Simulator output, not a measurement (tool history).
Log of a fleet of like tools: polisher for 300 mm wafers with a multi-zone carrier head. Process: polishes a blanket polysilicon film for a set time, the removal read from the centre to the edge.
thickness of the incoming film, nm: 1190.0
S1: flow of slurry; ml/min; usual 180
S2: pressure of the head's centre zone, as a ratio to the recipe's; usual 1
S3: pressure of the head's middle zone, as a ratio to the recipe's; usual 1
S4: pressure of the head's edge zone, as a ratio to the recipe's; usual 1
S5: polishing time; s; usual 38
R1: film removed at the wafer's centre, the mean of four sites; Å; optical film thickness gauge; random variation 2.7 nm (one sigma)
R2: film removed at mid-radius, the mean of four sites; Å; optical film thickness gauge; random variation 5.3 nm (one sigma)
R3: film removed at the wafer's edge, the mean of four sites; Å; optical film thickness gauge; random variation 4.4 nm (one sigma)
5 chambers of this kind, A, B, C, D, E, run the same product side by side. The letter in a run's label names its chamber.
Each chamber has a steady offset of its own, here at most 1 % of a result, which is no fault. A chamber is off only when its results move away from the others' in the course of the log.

{"run": "1D", "hour": 7.2, "S1": 180, "S2": 1, "S3": 1, "S4": 1, "S5": 38, "R1": 3525.6, "R2": 3532, "R3": 3628.4}
{"run": "2C", "hour": 14.0, "S1": 180, "S2": 1, "S3": 1, "S4": 1, "S5": 38, "R1": 3559.3, "R2": 3571.3, "R3": 3585.6}
{"hour": 15.6, "done": "chamber D: centre zone pressure recalibrated"}
{"run": "3A", "hour": 20.7, "S1": 180, "S2": 1, "S3": 1, "S4": 1, "S5": 38, "R1": 3514, "R2": 3537.4, "R3": 3520.5}
{"hour": 21.2, "done": "chamber C: worn pad replaced by a new one"}
{"run": "4E", "hour": 29.1, "S1": 180, "S2": 1, "S3": 1, "S4": 1, "S5": 38, "R1": 3543.5, "R2": 3591.8, "R3": 3603.7}
{"hour": 40.9, "done": "chamber C: slurry nozzle cleaned"}
{"run": "5B", "hour": 42.4, "S1": 180, "S2": 1, "S3": 1, "S4": 1.07, "S5": 38, "R1": 3517.5, "R2": 3635.6, "R3": 3683.8}
{"hour": 43.9, "done": "chamber B: worn pad replaced by a new one"}
{"hour": 53.1, "done": "chamber A: worn pad replaced by a new one"}
{"run": "6D", "hour": 56.1, "S1": 180, "S2": 1, "S3": 1, "S4": 1.07, "S5": 38, "R1": 3506.3, "R2": 3680.8, "R3": 3704.7}
{"hour": 59.5, "done": "chamber C: centre zone pressure recalibrated"}
{"hour": 62.8, "done": "chamber D: worn pad replaced by a new one"}
{"run": "7C", "hour": 68.3, "S1": 180, "S2": 1, "S3": 1, "S4": 1.07, "S5": 38, "R1": 3571.7, "R2": 3630.6, "R3": 3674.4}
{"run": "8A", "hour": 78.9, "S1": 180, "S2": 1, "S3": 1, "S4": 1.07, "S5": 38, "R1": 3528.4, "R2": 3502.5, "R3": 3724.1}
{"run": "9B", "hour": 89.0, "S1": 180, "S2": 1, "S3": 1, "S4": 1.07, "S5": 38, "R1": 3464.1, "R2": 3594.7, "R3": 3660.7}
{"hour": 93.7, "done": "chamber E: worn pad replaced by a new one"}
{"run": "10E", "hour": 96.8, "S1": 180, "S2": 1, "S3": 1, "S4": 1, "S5": 38, "R1": 3511.2, "R2": 3490.9, "R3": 3588.8}
{"hour": 98.2, "done": "chamber C: worn pad replaced by a new one"}
{"run": "11D", "hour": 106.4, "S1": 180, "S2": 1, "S3": 1, "S4": 1, "S5": 38, "R1": 3506.5, "R2": 3664.3, "R3": 3551.5}
{"hour": 117.1, "done": "chamber D: slurry nozzle cleaned"}
{"run": "12A", "hour": 119.1, "S1": 180, "S2": 1, "S3": 1, "S4": 1, "S5": 38, "R1": 3587.9, "R2": 3674.7, "R3": 3512.9}
{"run": "13E", "hour": 126.3, "S1": 180, "S2": 1, "S3": 1, "S4": 1, "S5": 38, "R1": 3465.4, "R2": 3572.4, "R3": 3530.4}
{"hour": 131.5, "done": "chamber A: worn pad replaced by a new one"}
{"hour": 137.8, "done": "chamber D: worn pad replaced by a new one"}
{"run": "14B", "hour": 138.6, "S1": 180, "S2": 1, "S3": 1, "S4": 1, "S5": 38, "R1": 3469.7, "R2": 3524.7, "R3": 3549.8}
{"hour": 144.2, "done": "chamber B: worn pad replaced by a new one"}
{"run": "15C", "hour": 152.9, "S1": 180, "S2": 1, "S3": 1, "S4": 1, "S5": 38, "R1": 3611.9, "R2": 3582.6, "R3": 3592.4}
{"run": "16A", "hour": 160.3, "S1": 180, "S2": 1, "S3": 1, "S4": 1, "S5": 38, "R1": 3578.3, "R2": 3600.1, "R3": 3599.6}
{"run": "17D", "hour": 169.9, "S1": 180, "S2": 1, "S3": 1, "S4": 1, "S5": 38, "R1": 3581.7, "R2": 3628.9, "R3": 3604.3}
{"hour": 177.4, "done": "chamber C: worn pad replaced by a new one"}
{"hour": 183.5, "done": "chamber E: slurry nozzle cleaned"}
{"run": "18C", "hour": 183.6, "S1": 180, "S2": 1, "S3": 1, "S4": 1, "S5": 38, "R1": 3610.8, "R2": 3461.8, "R3": 3625.2}
{"run": "19B", "hour": 193.6, "S1": 180, "S2": 1, "S3": 1, "S4": 1, "S5": 38, "R1": 3573.1, "R2": 3521.4, "R3": 3512.2}
{"hour": 195.2, "done": "chamber E: worn pad replaced by a new one"}
{"hour": 195.4, "done": "chamber A: worn pad replaced by a new one"}
{"hour": 198.5, "done": "chamber D: worn pad replaced by a new one"}
{"run": "20E", "hour": 205.2, "S1": 180, "S2": 1, "S3": 1, "S4": 1, "S5": 38, "R1": 3392.7, "R2": 3504.9, "R3": 3583.4}
{"run": "21D", "hour": 212.0, "S1": 180, "S2": 1, "S3": 1, "S4": 1, "S5": 38, "R1": 3486.9, "R2": 3584.4, "R3": 3627.6}
{"run": "22E", "hour": 222.5, "S1": 180, "S2": 1, "S3": 1, "S4": 1, "S5": 38, "R1": 3460.7, "R2": 3587.9, "R3": 3561.7}
{"run": "23B", "hour": 236.0, "S1": 180, "S2": 1, "S3": 1, "S4": 1, "S5": 38, "R1": 3506.9, "R2": 3502.1, "R3": 3604}
{"run": "24A", "hour": 244.1, "S1": 180, "S2": 1, "S3": 1, "S4": 1, "S5": 38, "R1": 3578.6, "R2": 3611.4, "R3": 3442.8}
{"hour": 248.7, "done": "chamber E: edge zone pressure recalibrated"}
{"hour": 248.9, "done": "chamber C: worn pad replaced by a new one"}
{"hour": 252.3, "done": "chamber B: worn pad replaced by a new one"}
{"run": "25C", "hour": 254.1, "S1": 180, "S2": 1, "S3": 1, "S4": 1, "S5": 38, "R1": 3632.2, "R2": 3565.8, "R3": 3532.7}
{"run": "26A", "hour": 264.2, "S1": 180, "S2": 1, "S3": 1, "S4": 1, "S5": 38, "R1": 3592.8, "R2": 3533.4, "R3": 3615.3}
{"hour": 266.3, "done": "chamber A: worn pad replaced by a new one"}
{"run": "27B", "hour": 272.4, "S1": 180, "S2": 1, "S3": 1, "S4": 1, "S5": 38, "R1": 3521.2, "R2": 3713, "R3": 3583.6}
{"hour": 275.8, "done": "chamber D: worn pad replaced by a new one"}
{"hour": 275.8, "done": "chamber A: centre zone pressure recalibrated"}
{"run": "28C", "hour": 283.2, "S1": 180, "S2": 1, "S3": 1, "S4": 1, "S5": 38, "R1": 3553.9, "R2": 3463.9, "R3": 3458.5}
{"run": "29D", "hour": 294.5, "S1": 180, "S2": 1, "S3": 1, "S4": 1, "S5": 38, "R1": 3531.1, "R2": 3603, "R3": 3541.9}
{"hour": 301.0, "done": "chamber E: worn pad replaced by a new one"}
{"run": "30E", "hour": 303.5, "S1": 180, "S2": 1, "S3": 1, "S4": 1, "S5": 38, "R1": 3356.6, "R2": 3524.1, "R3": 3581.5}
{"hour": 304.9, "done": "chamber B: centre zone pressure recalibrated"}
{"run": "31D", "hour": 313.7, "S1": 180, "S2": 1, "S3": 1, "S4": 1, "S5": 38, "R1": 3574, "R2": 3599.1, "R3": 3581.8}
{"hour": 320.9, "done": "chamber C: worn pad replaced by a new one"}
{"run": "32B", "hour": 327.1, "S1": 180, "S2": 1, "S3": 1, "S4": 1, "S5": 38, "R1": 3504.7, "R2": 3529.9, "R3": 3490.5}
{"run": "33A", "hour": 336.7, "S1": 180, "S2": 1, "S3": 1, "S4": 1, "S5": 38, "R1": 3582.9, "R2": 3599.9, "R3": 3549.1}
{"run": "34E", "hour": 344.3, "S1": 180, "S2": 1, "S3": 1, "S4": 1, "S5": 45, "R1": 3888.5, "R2": 4090.1, "R3": 4220.8}
{"run": "35C", "hour": 355.3, "S1": 180, "S2": 1, "S3": 1, "S4": 1, "S5": 45, "R1": 4246.9, "R2": 4252.1, "R3": 4239.8}

Is one chamber off against the others, does the gauge drift, or is nothing wrong? If a chamber is off, say which, and what the likeliest cause is.

Chamber E drifts away from the others.
Cause: centre zone's pressure below its setpoint, % = 6.96.

Here are 4 candidates for chamber E's next run, each the usual settings with a change, their results left as question marks. Which one brings its results back in line with what the others give on the usual settings?
In line means no further than this from the other chambers' mean on the usual settings: R1 96 Å; R2 190 Å; R3 150 Å
{"run": "36E-1", "hour": 365.7, "S1": 175, "S2": 0.94, "S3": 1.01, "S4": 1.02, "S5": 38, "R1": "?", "R2": "?", "R3": "?"}
{"run": "36E-2", "hour": 365.7, "S1": 185, "S2": 1.06, "S3": 0.99, "S4": 0.98, "S5": 38, "R1": "?", "R2": "?", "R3": "?"}
{"run": "36E-3", "hour": 365.7, "S1": 190, "S2": 1.1, "S3": 0.99, "S4": 0.96, "S5": 39, "R1": "?", "R2": "?", "R3": "?"}
{"run": "36E-4", "hour": 365.7, "S1": 170, "S2": 0.9, "S3": 1.01, "S4": 1.04, "S5": 38, "R1": "?", "R2": "?", "R3": "?"}

The other chambers' mean on the usual settings: R1 3552.9 Å; R2 3577.3 Å; R3 3568.1 Å
run=36E-1 R1=3057 R2=3544 R3=3590.9
run=36E-2 R1=3525.8 R2=3507.6 R3=3540.1
run=36E-3 R1=3786 R2=3614 R3=3605.5
run=36E-4 R1=2896.5 R2=3527.6 R3=3615.5
36E-2 brings the chamber back in line.
